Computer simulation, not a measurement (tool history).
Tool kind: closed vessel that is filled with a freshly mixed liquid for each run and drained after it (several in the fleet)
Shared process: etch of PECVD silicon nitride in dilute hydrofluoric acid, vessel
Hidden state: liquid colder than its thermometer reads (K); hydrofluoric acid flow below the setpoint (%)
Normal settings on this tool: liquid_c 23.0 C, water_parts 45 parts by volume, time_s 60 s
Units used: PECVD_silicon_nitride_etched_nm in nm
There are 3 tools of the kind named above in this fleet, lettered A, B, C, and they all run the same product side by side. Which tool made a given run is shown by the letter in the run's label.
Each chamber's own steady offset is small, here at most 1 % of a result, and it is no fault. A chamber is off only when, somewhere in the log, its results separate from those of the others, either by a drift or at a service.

run	hour	liquid_c	water_parts	time_s	hours since the thermometer was replaced	hours since the hydrofluoric acid flow meter was replaced	read-back film thickness of the PECVD silicon nitride reference wafer, read on the same gauge (nm)	PECVD_silicon_nitride_etched_nm
1B	6.7	23.0	45	60	1341.1	1015.0	40.047	6.9859
2C	13.4	23.0	45	60	96.1	1073.2	39.986	7.0059
3A	19.6	23.0	45	60	1711.7	704.9	40.007	6.9422
4C	26.1	23.0	45	60	108.8	1085.9	40.005	6.9376
5B	31.0	23.0	45	60	1365.4	1039.3	39.955	6.9838
6A	37.8	23.0	45	60	1729.9	723.1	39.989	7.0639
7B	42.8	23.0	45	60	1377.2	1051.1	40.041	6.9387
8C	47.9	23.0	45	60	130.6	1107.7	39.964	6.9445
9A	53.9	23.0	45	60	1746.0	739.2	40.022	7.0625
10C	58.8	23.0	45	60	141.5	1118.6	40.010	6.9860
11B	62.5	23.0	45	60	1396.9	1070.8	39.986	6.9386
12A	67.3	23.0	45	60	1759.4	752.6	39.969	6.9551
13C	72.9	23.0	45	60	155.6	1132.7	40.006	6.9338
14B	78.1	23.0	45	60	1412.5	1086.4	39.983	7.0079
15A	82.1	23.0	45	60	1774.2	767.4	39.991	6.9536
16A	87.8	23.0	45	60	1779.9	773.1	40.014	6.9521
17C	93.0	23.0	45	60	175.7	1152.8	40.060	7.0292
18B	96.7	23.0	45	60	1431.1	1105.0	39.996	6.8930
19B	100.4	23.0	45	60	1434.8	1108.7	40.014	7.0368
20C	104.0	19.5	30	60	186.7	1163.8	39.941	8.0861
21A	109.4	19.5	30	60	1801.5	794.7	39.988	7.8759
22C	113.8	19.5	30	60	196.5	1173.6	40.026	8.1243
23B	120.5	23.0	45	60	1454.9	1128.8	40.026	6.9176
24A	124.6	23.0	45	60	1816.7	809.9	40.025	6.7745
25A	131.5	23.0	45	60	1823.6	816.8	39.983	6.6808
26B	136.9	23.0	45	60	1471.3	1145.2	39.998	7.0482
27C	143.1	23.0	45	60	225.8	1202.9	39.946	6.8739
28B	149.1	23.0	45	60	1483.5	1157.4	39.996	7.0847
29C	156.0	23.0	45	45	238.7	1215.8	39.965	5.2224
30A	161.7	23.0	45	45	1853.8	847.0	39.996	4.8240
31B	166.7	23.0	45	45	1501.1	1175.0	39.999	5.1937
32A	172.6	23.0	45	60	1864.7	857.9	40.052	6.4062
33C	178.7	23.0	45	60	261.4	1238.5	40.002	7.0411
34B	183.3	23.0	45	60	1517.7	1191.6	40.041	6.9755
35C	187.5	23.0	45	60	270.2	1247.3	40.030	6.9485

Predict what each chamber gives when all 3 of them run the settings below next.
36A	192.6	23.0	45	95				?
36B	192.6	23.0	45	95				?
36C	192.6	23.0	45	95				?

run	PECVD_silicon_nitride_etched_nm
36A	9.9739
36B	10.9410
36C	10.9330

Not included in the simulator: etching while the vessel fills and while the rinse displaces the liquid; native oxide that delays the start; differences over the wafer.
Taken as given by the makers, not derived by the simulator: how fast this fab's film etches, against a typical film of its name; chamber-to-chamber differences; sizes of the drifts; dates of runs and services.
